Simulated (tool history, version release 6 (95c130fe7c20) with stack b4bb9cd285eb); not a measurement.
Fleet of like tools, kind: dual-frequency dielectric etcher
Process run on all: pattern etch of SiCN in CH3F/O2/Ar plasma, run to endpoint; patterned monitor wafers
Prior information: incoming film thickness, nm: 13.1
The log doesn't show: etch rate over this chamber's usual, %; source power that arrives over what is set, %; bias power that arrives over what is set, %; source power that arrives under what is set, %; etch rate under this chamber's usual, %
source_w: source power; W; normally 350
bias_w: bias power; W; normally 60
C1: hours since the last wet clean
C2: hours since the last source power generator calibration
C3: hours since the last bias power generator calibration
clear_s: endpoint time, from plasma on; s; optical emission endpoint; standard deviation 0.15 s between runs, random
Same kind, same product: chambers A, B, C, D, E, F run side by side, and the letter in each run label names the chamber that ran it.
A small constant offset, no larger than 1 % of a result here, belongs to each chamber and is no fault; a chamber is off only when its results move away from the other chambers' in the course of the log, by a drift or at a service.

Run 1B, hour 10.1: usual settings; C1 278.8; C2 691.7; C3 271.7. Result: clear_s 38.851 s.
Run 2D, hour 18.5: usual settings; C1 223.7; C2 600.2; C3 240.7. Result: clear_s 39.055 s.
At hour 24.2: chamber A: wet clean of the chamber.
At hour 26.4: chamber F: wet clean of the chamber.
Run 3C, hour 30.6: usual settings; C1 265.3; C2 752.4; C3 1138.7. Result: clear_s 39.212 s.
At hour 42: chamber A: source power generator calibrated.
Run 4E, hour 43.8: usual settings; C1 291; C2 1019.3; C3 146.1. Result: clear_s 38.786 s.
Run 5A, hour 51.4: usual settings but source_w 270 W, bias_w 73 W; C1 27.2; C2 9.4; C3 450.4. Result: clear_s 40.48 s.
Run 6F, hour 58.6: usual settings but source_w 270 W, bias_w 73 W; C1 32.2; C2 2585.3; C3 993.7. Result: clear_s 40.517 s.
Run 7A, hour 71.5: usual settings but source_w 270 W, bias_w 73 W; C1 47.3; C2 29.5; C3 470.5. Result: clear_s 40.662 s.
Run 8E, hour 83.2: usual settings but source_w 270 W, bias_w 73 W; C1 330.4; C2 1058.7; C3 185.5. Result: clear_s 40.282 s.
Run 9C, hour 96.1: usual settings but source_w 270 W, bias_w 73 W; C1 330.8; C2 817.9; C3 1204.2. Result: clear_s 40.184 s.
Run 10F, hour 108.4: usual settings but source_w 270 W, bias_w 73 W; C1 82; C2 2635.1; C3 1043.5. Result: clear_s 40.312 s.
Run 11D, hour 116.3: usual settings; C1 321.5; C2 698; C3 338.5. Result: clear_s 39.012 s.
Run 12B, hour 129.1: usual settings; C1 397.8; C2 810.7; C3 390.7. Result: clear_s 39.039 s.
At hour 134.9: chamber E: wet clean of the chamber.
Run 13D, hour 136.4: usual settings; C1 341.6; C2 718.1; C3 358.6. Result: clear_s 39.158 s.
Run 14F, hour 145.9: usual settings; C1 119.5; C2 2672.6; C3 1081. Result: clear_s 39.454 s.
Run 15B, hour 156.3: usual settings; C1 425; C2 837.9; C3 417.9. Result: clear_s 38.381 s.
Run 16C, hour 166.1: usual settings; C1 400.8; C2 887.9; C3 1274.2. Result: clear_s 39.092 s.
Run 17A, hour 176.2: usual settings; C1 152; C2 134.2; C3 575.2. Result: clear_s 39.24 s.
At hour 186.3: chamber D: wet clean of the chamber.
Run 18E, hour 187.1: usual settings; C1 52.2; C2 1162.6; C3 289.4. Result: clear_s 38.881 s.
Run 19A, hour 194: usual settings; C1 169.8; C2 152; C3 593. Result: clear_s 39.259 s.
Run 20B, hour 204.9: usual settings; C1 473.6; C2 886.5; C3 466.5. Result: clear_s 38.746 s.
Run 21D, hour 213.1: usual settings; C1 26.9; C2 794.8; C3 435.3. Result: clear_s 39.188 s.
Run 22E, hour 223: usual settings; C1 88.1; C2 1198.5; C3 325.3. Result: clear_s 38.904 s.
Run 23F, hour 231.2: usual settings but source_w 310 W; C1 204.8; C2 2757.9; C3 1166.3. Result: clear_s 41.057 s.
At hour 233.5: chamber B: wet clean of the chamber.
Run 24C, hour 243.5: usual settings but source_w 310 W; C1 478.2; C2 965.3; C3 1351.6. Result: clear_s 40.381 s.
Run 25D, hour 255.4: usual settings but source_w 310 W; C1 69.2; C2 837.1; C3 477.6. Result: clear_s 41.279 s.
Run 26E, hour 264: usual settings but source_w 310 W; C1 129.1; C2 1239.5; C3 366.3. Result: clear_s 40.605 s.
Run 27B, hour 274.8: usual settings but source_w 310 W; C1 41.3; C2 956.4; C3 536.4. Result: clear_s 40.614 s.
Run 28F, hour 284: usual settings but source_w 310 W; C1 257.6; C2 2810.7; C3 1219.1. Result: clear_s 41.402 s.
Run 29C, hour 296.3: usual settings; C1 531; C2 1018.1; C3 1404.4. Result: clear_s 38.422 s.
Run 30A, hour 303.4: usual settings but source_w 430 W, bias_w 48 W; C1 279.2; C2 261.4; C3 702.4. Result: clear_s 39.056 s.
Run 31B, hour 309.6: usual settings but source_w 430 W, bias_w 48 W; C1 76.1; C2 991.2; C3 571.2. Result: clear_s 38.578 s.
Run 32C, hour 316.5: usual settings but source_w 430 W, bias_w 48 W; C1 551.2; C2 1038.3; C3 1424.6. Result: clear_s 38.223 s.
Run 33D, hour 328: usual settings but source_w 430 W, bias_w 48 W; C1 141.8; C2 909.7; C3 550.2. Result: clear_s 39.014 s.
Run 34E, hour 340.5: usual settings but source_w 430 W, bias_w 48 W; C1 205.6; C2 1316; C3 442.8. Result: clear_s 38.749 s.
Run 35A, hour 350.7: usual settings but source_w 430 W, bias_w 48 W; C1 326.5; C2 308.7; C3 749.7. Result: clear_s 39.048 s.
Run 36F, hour 359.8: usual settings; C1 333.4; C2 2886.5; C3 1294.9. Result: clear_s 39.256 s.
Run 37D, hour 367.5: usual settings; C1 181.3; C2 949.2; C3 589.7. Result: clear_s 39.116 s.

All 6 chambers run these settings next. Forecast each chamber's results:
Run 38A, hour 376.9: usual settings. Result: clear_s ?.
Run 38B, hour 376.9: usual settings. Result: clear_s ?.
Run 38C, hour 376.9: usual settings. Result: clear_s ?.
Run 38D, hour 376.9: usual settings. Result: clear_s ?.
Run 38E, hour 376.9: usual settings. Result: clear_s ?.
Run 38F, hour 376.9: usual settings. Result: clear_s ?.

run  clear_s
38A   39.691
38B   38.615
38C   38.317
38D   39.064
38E   39.087
38F   39.291
